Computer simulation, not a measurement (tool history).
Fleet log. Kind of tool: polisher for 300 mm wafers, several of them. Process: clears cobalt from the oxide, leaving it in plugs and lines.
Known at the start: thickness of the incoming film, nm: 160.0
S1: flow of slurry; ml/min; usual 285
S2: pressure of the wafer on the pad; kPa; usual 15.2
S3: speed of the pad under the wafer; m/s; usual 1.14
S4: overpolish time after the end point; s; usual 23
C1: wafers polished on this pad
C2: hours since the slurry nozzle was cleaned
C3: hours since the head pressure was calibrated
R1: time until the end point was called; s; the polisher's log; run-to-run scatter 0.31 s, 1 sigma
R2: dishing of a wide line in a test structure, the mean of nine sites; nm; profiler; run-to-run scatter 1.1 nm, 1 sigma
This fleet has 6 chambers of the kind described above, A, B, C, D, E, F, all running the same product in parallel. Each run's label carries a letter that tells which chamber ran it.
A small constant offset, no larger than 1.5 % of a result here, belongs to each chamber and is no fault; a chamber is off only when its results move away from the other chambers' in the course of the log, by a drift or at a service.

-- hour=6.5 chamber C: slurry nozzle cleaned
run 1E hour=10.2 | S1=285 S2=15.2 S3=1.14 S4=23 | C1=484 C2=207.9 C3=289.7 | R1=21.164 R2=73.914
run 2C hour=20.4 | S1=285 S2=15.2 S3=1.14 S4=23 | C1=370 C2=13.9 C3=539.2 | R1=21.334 R2=72.765
run 3D hour=29.6 | S1=285 S2=15.2 S3=1.14 S4=23 | C1=1143 C2=81.2 C3=339.5 | R1=21.009 R2=74.354
-- hour=37.5 chamber D: worn pad replaced by a new one
run 4B hour=43.1 | S1=285 S2=15.2 S3=1.14 S4=23 | C1=521 C2=277.3 C3=487.8 | R1=20.688 R2=74.963
-- hour=44.4 chamber E: worn pad replaced by a new one
-- hour=44.6 chamber A: worn pad replaced by a new one
run 5F hour=51.5 | S1=285 S2=15.2 S3=1.14 S4=23 | C1=426 C2=104.7 C3=1000.5 | R1=20.918 R2=74.848
-- hour=53.6 chamber B: worn pad replaced by a new one
run 6A hour=62.8 | S1=285 S2=15.2 S3=1.14 S4=23 | C1=115 C2=403.2 C3=1135.8 | R1=21.145 R2=71.876
run 7C hour=73 | S1=285 S2=15.2 S3=1.14 S4=23 | C1=702 C2=66.5 C3=591.8 | R1=21.155 R2=74.654
run 8B hour=86.8 | S1=285 S2=15.2 S3=1.14 S4=23 | C1=209 C2=321 C3=531.5 | R1=21.287 R2=74.829
run 9D hour=99.7 | S1=325 S2=15.2 S3=1.14 S4=23 | C1=393 C2=151.3 C3=409.6 | R1=21.038 R2=72.853
-- hour=105.2 chamber B: slurry nozzle cleaned
-- hour=110.7 chamber F: worn pad replaced by a new one
run 10A hour=111.6 | S1=325 S2=15.2 S3=1.14 S4=23 | C1=423 C2=452 C3=1184.6 | R1=20.592 R2=72.417
-- hour=114.9 chamber C: worn pad replaced by a new one
run 11E hour=118.9 | S1=325 S2=15.2 S3=1.14 S4=23 | C1=470 C2=316.6 C3=398.4 | R1=21.109 R2=74.037
run 12F hour=132.8 | S1=325 S2=15.2 S3=1.14 S4=23 | C1=139 C2=186 C3=1081.8 | R1=21.579 R2=74.571
-- hour=134.5 chamber B: head pressure recalibrated
-- hour=139.2 chamber A: worn pad replaced by a new one
run 13C hour=143.7 | S1=325 S2=15.2 S3=1.14 S4=23 | C1=182 C2=137.2 C3=662.5 | R1=21.395 R2=74.03
run 14B hour=149.8 | S1=325 S2=15.2 S3=1.14 S4=23 | C1=607 C2=44.6 C3=15.4 | R1=20.681 R2=73.348
-- hour=152.5 chamber B: worn pad replaced by a new one
-- hour=156.5 chamber E: worn pad replaced by a new one
run 15A hour=160.8 | S1=285 S2=15.2 S3=1.14 S4=23 | C1=136 C2=501.2 C3=1233.8 | R1=21.146 R2=72.728
-- hour=168 chamber A: head pressure recalibrated
run 16E hour=173.7 | S1=285 S2=15.2 S3=1.14 S4=23 | C1=109 C2=371.4 C3=453.2 | R1=20.997 R2=74.576
run 17D hour=185.5 | S1=285 S2=15.2 S3=1.14 S4=23 | C1=935 C2=237.1 C3=495.4 | R1=21.543 R2=75.222
run 18F hour=195.7 | S1=285 S2=15.2 S3=1.14 S4=23 | C1=537 C2=248.9 C3=1144.7 | R1=21.553 R2=72.618
run 19A hour=202 | S1=320 S2=15.2 S3=1.34 S4=23 | C1=397 C2=542.4 C3=34 | R1=17.773 R2=74.335
-- hour=212.4 chamber F: worn pad replaced by a new one
run 20C hour=214.1 | S1=320 S2=15.2 S3=1.34 S4=23 | C1=627 C2=207.6 C3=732.9 | R1=18.356 R2=79.526
-- hour=220.2 chamber C: head pressure recalibrated
run 21D hour=226.6 | S1=320 S2=15.2 S3=1.34 S4=23 | C1=1195 C2=278.2 C3=536.5 | R1=17.544 R2=75.513
-- hour=230.4 chamber A: worn pad replaced by a new one
run 22B hour=234.9 | S1=320 S2=15.2 S3=1.34 S4=23 | C1=521 C2=129.7 C3=100.5 | R1=17.804 R2=78.688
-- hour=244.2 chamber D: worn pad replaced by a new one
run 23E hour=248.9 | S1=320 S2=15.2 S3=1.34 S4=23 | C1=584 C2=446.6 C3=528.4 | R1=17.715 R2=78.812
-- hour=249 chamber B: worn pad replaced by a new one
run 24F hour=261.7 | S1=320 S2=15.2 S3=1.34 S4=23 | C1=311 C2=314.9 C3=1210.7 | R1=18.301 R2=78.643
run 25D hour=272.6 | S1=285 S2=15.2 S3=1.14 S4=23 | C1=179 C2=324.2 C3=582.5 | R1=21.205 R2=73.836
-- hour=273.3 chamber C: slurry nozzle cleaned
run 26B hour=280.9 | S1=285 S2=15.2 S3=1.14 S4=23 | C1=202 C2=175.7 C3=146.5 | R1=21.371 R2=74.156
run 27C hour=290.3 | S1=285 S2=15.2 S3=1.14 S4=23 | C1=1108 C2=17.1 C3=70.2 | R1=19.312 R2=75.612
-- hour=291.6 chamber C: worn pad replaced by a new one
-- hour=295.3 chamber E: worn pad replaced by a new one
run 28A hour=299.2 | S1=285 S2=15.2 S3=1.14 S4=23 | C1=435 C2=639.6 C3=131.2 | R1=21.311 R2=75.222
run 29E hour=310.8 | S1=285 S2=15.2 S3=1.14 S4=23 | C1=98 C2=508.5 C3=590.3 | R1=21.048 R2=74.532
run 30F hour=322.3 | S1=285 S2=15.2 S3=1.14 S4=23 | C1=694 C2=375.5 C3=1271.3 | R1=21.608 R2=75.234
-- hour=333.8 chamber A: worn pad replaced by a new one
-- hour=334.2 chamber B: worn pad replaced by a new one
run 31E hour=335.3 | S1=285 S2=15.2 S3=1.14 S4=23 | C1=252 C2=533 C3=614.8 | R1=21.503 R2=73.885
-- hour=337.7 chamber F: worn pad replaced by a new one
-- hour=337.9 chamber A: slurry nozzle cleaned
run 32A hour=343.1 | S1=285 S2=10.3 S3=1.14 S4=23 | C1=59 C2=5.3 C3=175.1 | R1=32.357 R2=63.411
run 33B hour=353.1 | S1=285 S2=10.3 S3=1.14 S4=23 | C1=119 C2=247.9 C3=218.7 | R1=31.217 R2=62.906
run 34F hour=366.6 | S1=285 S2=10.3 S3=1.14 S4=23 | C1=182 C2=419.8 C3=1315.6 | R1=31.431 R2=62.838
run 35D hour=373.7 | S1=285 S2=10.3 S3=1.14 S4=23 | C1=818 C2=425.3 C3=683.6 | R1=30.972 R2=64.548
run 36C hour=382.5 | S1=285 S2=10.3 S3=1.14 S4=23 | C1=574 C2=109.3 C3=162.4 | R1=28.684 R2=66.384
run 37D hour=392.1 | S1=285 S2=10.3 S3=1.14 S4=23 | C1=934 C2=443.7 C3=702 | R1=31.486 R2=62.931
-- hour=395.3 chamber F: head pressure recalibrated
run 38F hour=405.5 | S1=285 S2=15.2 S3=1.14 S4=23 | C1=428 C2=458.7 C3=10.3 | R1=22.251 R2=73.427
run 39B hour=414.3 | S1=285 S2=15.2 S3=1.14 S4=23 | C1=506 C2=309.1 C3=279.9 | R1=20.983 R2=74.292
run 40A hour=425.5 | S1=285 S2=15.2 S3=1.14 S4=23 | C1=579 C2=87.7 C3=257.5 | R1=20.83 R2=72.725
-- hour=433.2 chamber E: worn pad replaced by a new one
run 41C hour=435.2 | S1=285 S2=15.2 S3=1.14 S4=23 | C1=907 C2=162 C3=215.1 | R1=19.825 R2=75.74
-- hour=436.2 chamber B: worn pad replaced by a new one
-- hour=440.4 chamber B: slurry nozzle cleaned
run 42E hour=441.9 | S1=285 S2=15.2 S3=1.14 S4=23 | C1=55 C2=639.6 C3=721.4 | R1=21.492 R2=74.315
run 43B hour=451.4 | S1=285 S2=15.2 S3=1.14 S4=23 | C1=96 C2=11.1 C3=317 | R1=21.285 R2=75.855
run 44E hour=458.9 | S1=285 S2=15.2 S3=1.14 S4=23 | C1=162 C2=656.6 C3=738.4 | R1=21.249 R2=72.901

Is one chamber out of step, is the gauge drifting, or do the chambers differ by no more than their own small offsets? For an off chamber, give its letter and the likeliest cause.

Chamber C came out of a service off from its peers and stayed that way.
Cause: head's pressure above its setpoint, % = 8.72.

Below are 4 candidate recipes for chamber C's next run, each the usual settings with a change, their results shown as question marks. Which of them brings C's results back in line with what the other chambers give on the usual settings?
In line here means within this much of the mean the other chambers give on the usual settings: R1 1.1 s; R2 4 nm
run 45C-1 hour=469 | S1=285 S2=15.9 S3=1.18 S4=23 | R1=? R2=?
run 45C-2 hour=469 | S1=285 S2=16.5 S3=1.24 S4=23 | R1=? R2=?
run 45C-3 hour=469 | S1=285 S2=13.8 S3=1.04 S4=23 | R1=? R2=?
run 45C-4 hour=469 | S1=285 S2=14.5 S3=1.1 S4=23 | R1=? R2=?

The other chambers' mean on the usual settings: R1 21.321 s; R2 73.993 nm
run=45C-1 R1=18.223 R2=76.815
run=45C-2 R1=16.622 R2=78.395
run=45C-3 R1=23.77 R2=71.056
run=45C-4 R1=21.408 R2=73.525
45C-4 brings the chamber back in line.

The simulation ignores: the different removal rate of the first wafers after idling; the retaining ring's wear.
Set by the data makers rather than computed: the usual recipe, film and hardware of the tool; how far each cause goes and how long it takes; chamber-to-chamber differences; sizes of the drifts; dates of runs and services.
